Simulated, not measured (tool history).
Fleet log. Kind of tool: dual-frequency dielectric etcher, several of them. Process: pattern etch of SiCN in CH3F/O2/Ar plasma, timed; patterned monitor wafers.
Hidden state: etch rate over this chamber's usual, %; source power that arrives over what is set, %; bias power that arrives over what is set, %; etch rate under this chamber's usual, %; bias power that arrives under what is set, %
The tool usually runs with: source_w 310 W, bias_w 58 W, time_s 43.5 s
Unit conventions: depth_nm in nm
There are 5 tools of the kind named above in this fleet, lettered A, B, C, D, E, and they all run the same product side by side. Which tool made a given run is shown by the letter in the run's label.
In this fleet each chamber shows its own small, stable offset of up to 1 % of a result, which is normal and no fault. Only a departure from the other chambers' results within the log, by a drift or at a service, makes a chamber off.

| run | hour | source_w | bias_w | time_s | hours since the last wet clean | hours since the last source power generator calibration | hours since the last bias power generator calibration | read-back reference wafer on the same gauge, depth_nm | depth_nm |
|---|---|---|---|---|---|---|---|---|---|
| 1C | 7.2 | 310 | 58 | 43.5 | 291.3 | 3287.3 | 2587.4 | 11.207 | 13.8610 |
| 2D | 11.4 | 310 | 58 | 43.5 | 323.3 | 731.2 | 1316.3 | 11.204 | 13.6410 |
| 3A | 17.9 | 310 | 58 | 43.5 | 197.1 | 772.7 | 2260.8 | 11.201 | 13.7770 |
| 4B | 24.0 | 310 | 58 | 43.5 | 266.3 | 835.1 | 2157.3 | 11.203 | 13.5710 |
| 5E | 32.3 | 310 | 58 | 43.5 | 234.8 | 2987.7 | 2819.0 | 11.198 | 13.6110 |
| 6A | 40.4 | 310 | 58 | 43.5 | 219.6 | 795.2 | 2283.3 | 11.197 | 13.7190 |
| 7D | 48.8 | 310 | 58 | 43.5 | 360.7 | 768.6 | 1353.7 | 11.202 | 13.7070 |
| 8E | 55.8 | 310 | 58 | 43.5 | 258.3 | 3011.2 | 2842.5 | 11.196 | 13.6060 |
| 9B | 62.2 | 310 | 58 | 43.5 | 304.5 | 873.3 | 2195.5 | 11.204 | 13.6420 |
| 10C | 68.8 | 310 | 58 | 43.5 | 352.9 | 3348.9 | 2649.0 | 11.200 | 13.7900 |
|  | 69.5 | chamber D: wet clean of the chamber |
| 11C | 76.4 | 310 | 58 | 43.5 | 360.5 | 3356.5 | 2656.6 | 11.201 | 13.8960 |
| 12A | 80.7 | 230 | 58 | 32.5 | 259.9 | 835.5 | 2323.6 | 11.194 | 9.1968 |
| 13B | 88.2 | 230 | 58 | 32.5 | 330.5 | 899.3 | 2221.5 | 11.201 | 9.1225 |
| 14D | 92.8 | 230 | 58 | 32.5 | 23.3 | 812.6 | 1397.7 | 11.201 | 9.1485 |
| 15E | 97.2 | 230 | 58 | 32.5 | 299.7 | 3052.6 | 2883.9 | 11.204 | 9.1129 |
| 16B | 103.4 | 230 | 58 | 32.5 | 345.7 | 914.5 | 2236.7 | 11.203 | 9.0716 |
| 17A | 109.6 | 310 | 58 | 43.5 | 288.8 | 864.4 | 2352.5 | 11.206 | 13.7580 |
| 18D | 113.8 | 310 | 58 | 43.5 | 44.3 | 833.6 | 1418.7 | 11.199 | 13.7140 |
| 19E | 117.9 | 310 | 58 | 43.5 | 320.4 | 3073.3 | 2904.6 | 11.195 | 13.5940 |
| 20C | 124.8 | 310 | 58 | 43.5 | 408.9 | 3404.9 | 2705.0 | 11.205 | 13.8440 |
| 21A | 128.9 | 310 | 58 | 43.5 | 308.1 | 883.7 | 2371.8 | 11.196 | 13.7010 |
| 22B | 133.0 | 310 | 58 | 43.5 | 375.3 | 944.1 | 2266.3 | 11.198 | 13.4740 |
| 23D | 138.2 | 310 | 58 | 43.5 | 68.7 | 858.0 | 1443.1 | 11.200 | 13.6300 |
| 24C | 146.5 | 310 | 58 | 43.5 | 430.6 | 3426.6 | 2726.7 | 11.203 | 13.8050 |
| 25E | 152.7 | 310 | 58 | 43.5 | 355.2 | 3108.1 | 2939.4 | 11.206 | 13.6640 |
| 26B | 161.2 | 310 | 58 | 43.5 | 403.5 | 972.3 | 2294.5 | 11.194 | 13.3960 |
| 27D | 168.3 | 310 | 58 | 43.5 | 98.8 | 888.1 | 1473.2 | 11.194 | 13.7280 |
| 28E | 175.0 | 310 | 49 | 43.5 | 377.5 | 3130.4 | 2961.7 | 11.202 | 12.8490 |
| 29C | 181.0 | 310 | 49 | 43.5 | 465.1 | 3461.1 | 2761.2 | 11.204 | 13.0750 |
|  | 181.5 | chamber E: source power generator calibrated |
| 30A | 187.1 | 310 | 49 | 43.5 | 366.3 | 941.9 | 2430.0 | 11.195 | 12.9560 |
| 31A | 192.0 | 310 | 49 | 43.5 | 371.2 | 946.8 | 2434.9 | 11.202 | 13.0120 |
| 32E | 198.5 | 310 | 49 | 43.5 | 401.0 | 17.0 | 2985.2 | 11.187 | 12.8860 |
| 33C | 202.9 | 310 | 58 | 43.5 | 487.0 | 3483.0 | 2783.1 | 11.207 | 13.8530 |
| 34B | 210.4 | 310 | 58 | 43.5 | 452.7 | 1021.5 | 2343.7 | 11.192 | 13.2630 |
| 35D | 217.6 | 310 | 58 | 43.5 | 148.1 | 937.4 | 1522.5 | 11.199 | 13.6270 |
| 36A | 226.1 | 310 | 58 | 43.5 | 405.3 | 980.9 | 2469.0 | 11.198 | 13.7410 |

Is one chamber out of step, is the gauge drifting, or do the chambers differ by no more than their own small offsets? For an off chamber, give its letter and the likeliest cause.

It is chamber B that slowly wanders off from its peers.
What lies behind it: etch rate under this chamber's usual, % = 3.43.

Below are 4 candidate recipes for chamber B's next run, each the usual settings with a change, their results shown as question marks. Which of them brings B's results back in line with what the other chambers give on the usual settings?
To be in line, a result may differ from the other chambers' mean on the usual settings by at most: depth_nm 0.1200 nm
| 37B-1 | 232.4 | 310 | 58 | 47.0 |  |  |  |  | ? |
| 37B-2 | 232.4 | 270 | 53 | 43.5 |  |  |  |  | ? |
| 37B-3 | 232.4 | 290 | 55 | 43.5 |  |  |  |  | ? |
| 37B-4 | 232.4 | 310 | 65 | 43.5 |  |  |  |  | ? |

The other chambers' mean on the usual settings: depth_nm 13.7170 nm
| run | depth_nm |
|---|---|
| 37B-1 | 14.2150 |
| 37B-2 | 12.1170 |
| 37B-3 | 12.6030 |
| 37B-4 | 13.6840 |
With 37B-4, the chamber falls back in line with the rest.
